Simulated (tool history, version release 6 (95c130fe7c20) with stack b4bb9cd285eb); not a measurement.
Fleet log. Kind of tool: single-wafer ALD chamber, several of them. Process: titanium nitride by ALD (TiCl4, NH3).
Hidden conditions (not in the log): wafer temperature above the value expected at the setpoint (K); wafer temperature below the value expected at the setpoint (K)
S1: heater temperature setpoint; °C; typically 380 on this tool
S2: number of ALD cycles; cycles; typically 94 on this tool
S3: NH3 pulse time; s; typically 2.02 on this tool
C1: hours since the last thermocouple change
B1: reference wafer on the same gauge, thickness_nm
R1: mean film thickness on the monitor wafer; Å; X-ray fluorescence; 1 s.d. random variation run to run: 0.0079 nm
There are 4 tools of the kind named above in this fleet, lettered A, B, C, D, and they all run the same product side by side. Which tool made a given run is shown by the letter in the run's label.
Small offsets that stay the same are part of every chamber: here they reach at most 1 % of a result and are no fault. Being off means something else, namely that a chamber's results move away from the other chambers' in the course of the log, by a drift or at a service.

{"run": "1B", "hour": 7.9, "S1": 380, "S2": 94, "S3": 2.02, "C1": 1097.2, "B1": 2.1885, "R1": 20.387}
{"run": "2A", "hour": 14.3, "S1": 380, "S2": 94, "S3": 2.02, "C1": 1012.4, "B1": 2.1919, "R1": 20.322}
{"run": "3D", "hour": 23.7, "S1": 380, "S2": 94, "S3": 2.02, "C1": 26.1, "B1": 2.1899, "R1": 20.482}
{"run": "4C", "hour": 35.5, "S1": 380, "S2": 94, "S3": 2.02, "C1": 1342.6, "B1": 2.1905, "R1": 20.477}
{"run": "5D", "hour": 44.1, "S1": 380, "S2": 94, "S3": 2.02, "C1": 46.5, "B1": 2.1903, "R1": 20.437}
{"run": "6C", "hour": 50.7, "S1": 380, "S2": 94, "S3": 2.02, "C1": 1357.8, "B1": 2.1907, "R1": 20.479}
{"run": "7A", "hour": 56.3, "S1": 380, "S2": 94, "S3": 2.02, "C1": 1054.4, "B1": 2.1896, "R1": 20.272}
{"run": "8B", "hour": 63.5, "S1": 380, "S2": 94, "S3": 2.02, "C1": 1152.8, "B1": 2.1883, "R1": 20.177}
{"run": "9D", "hour": 72.4, "S1": 380, "S2": 94, "S3": 2.02, "C1": 74.8, "B1": 2.1895, "R1": 20.368}
{"run": "10A", "hour": 79.0, "S1": 380, "S2": 94, "S3": 2.02, "C1": 1077.1, "B1": 2.1878, "R1": 20.396}
{"run": "11C", "hour": 87.1, "S1": 380, "S2": 94, "S3": 2.02, "C1": 1394.2, "B1": 2.1895, "R1": 20.4}
{"run": "12B", "hour": 95.3, "S1": 380, "S2": 94, "S3": 2.02, "C1": 1184.6, "B1": 2.1903, "R1": 20.349}
{"run": "13D", "hour": 101.8, "S1": 380, "S2": 94, "S3": 2.02, "C1": 104.2, "B1": 2.187, "R1": 20.386}
{"run": "14B", "hour": 108.7, "S1": 375, "S2": 94, "S3": 2.02, "C1": 1198, "B1": 2.1919, "R1": 20.172}
{"run": "15A", "hour": 115.3, "S1": 375, "S2": 94, "S3": 2.02, "C1": 1113.4, "B1": 2.1921, "R1": 20.238}
{"run": "16C", "hour": 124.9, "S1": 375, "S2": 94, "S3": 2.02, "C1": 1432, "B1": 2.1901, "R1": 20.245}
{"run": "17C", "hour": 132.7, "S1": 375, "S2": 94, "S3": 2.02, "C1": 1439.8, "B1": 2.1887, "R1": 20.34}
{"run": "18A", "hour": 145.1, "S1": 380, "S2": 94, "S3": 2.02, "C1": 1143.2, "B1": 2.1893, "R1": 20.226}
{"run": "19B", "hour": 158.1, "S1": 380, "S2": 94, "S3": 2.02, "C1": 1247.4, "B1": 2.1916, "R1": 20.321}
{"run": "20D", "hour": 167.6, "S1": 380, "S2": 94, "S3": 2.02, "C1": 170, "B1": 2.1907, "R1": 20.444}
{"run": "21C", "hour": 176.6, "S1": 380, "S2": 94, "S3": 2.02, "C1": 1483.7, "B1": 2.1887, "R1": 20.504}
{"run": "22A", "hour": 182.9, "S1": 380, "S2": 94, "S3": 2.02, "C1": 1181, "B1": 2.1901, "R1": 20.322}
{"run": "23B", "hour": 191.5, "S1": 380, "S2": 94, "S3": 2.39, "C1": 1280.8, "B1": 2.1906, "R1": 20.511}
{"run": "24D", "hour": 202.9, "S1": 380, "S2": 94, "S3": 2.39, "C1": 205.3, "B1": 2.1917, "R1": 20.57}
{"run": "25C", "hour": 214.5, "S1": 380, "S2": 94, "S3": 2.39, "C1": 1521.6, "B1": 2.1917, "R1": 20.628}
{"run": "26B", "hour": 221.4, "S1": 380, "S2": 94, "S3": 2.39, "C1": 1310.7, "B1": 2.1884, "R1": 20.466}
{"run": "27D", "hour": 230.6, "S1": 380, "S2": 94, "S3": 2.02, "C1": 233, "B1": 2.1908, "R1": 20.408}
{"run": "28A", "hour": 243.4, "S1": 380, "S2": 94, "S3": 2.02, "C1": 1241.5, "B1": 2.1901, "R1": 20.23}
{"run": "29B", "hour": 251.7, "S1": 380, "S2": 94, "S3": 2.02, "C1": 1341, "B1": 2.1901, "R1": 20.265}
{"hour": 259.3, "done": "chamber B: thermocouple changed; heater temperature recalibrated"}
{"run": "30D", "hour": 260.5, "S1": 380, "S2": 94, "S3": 2.02, "C1": 262.9, "B1": 2.1883, "R1": 20.494}
{"run": "31C", "hour": 267.8, "S1": 380, "S2": 94, "S3": 2.02, "C1": 1574.9, "B1": 2.1924, "R1": 20.382}
{"run": "32A", "hour": 280.4, "S1": 380, "S2": 94, "S3": 2.02, "C1": 1278.5, "B1": 2.1888, "R1": 20.232}
{"run": "33D", "hour": 292.7, "S1": 380, "S2": 94, "S3": 2.02, "C1": 295.1, "B1": 2.1887, "R1": 20.445}
{"run": "34B", "hour": 303.2, "S1": 380, "S2": 94, "S3": 2.02, "C1": 43.9, "B1": 2.1892, "R1": 20.213}
{"run": "35A", "hour": 315.6, "S1": 389, "S2": 83, "S3": 2.02, "C1": 1313.7, "B1": 2.1891, "R1": 18.037}

Which is it: a chamber that has drifted or been left off by a service, a gauge drift common to all chambers, or only each chamber's usual small offset? If a chamber is off, name it and its likeliest cause.

Beyond each chamber's small constant offset nothing stands out, and the gauge stays steady.
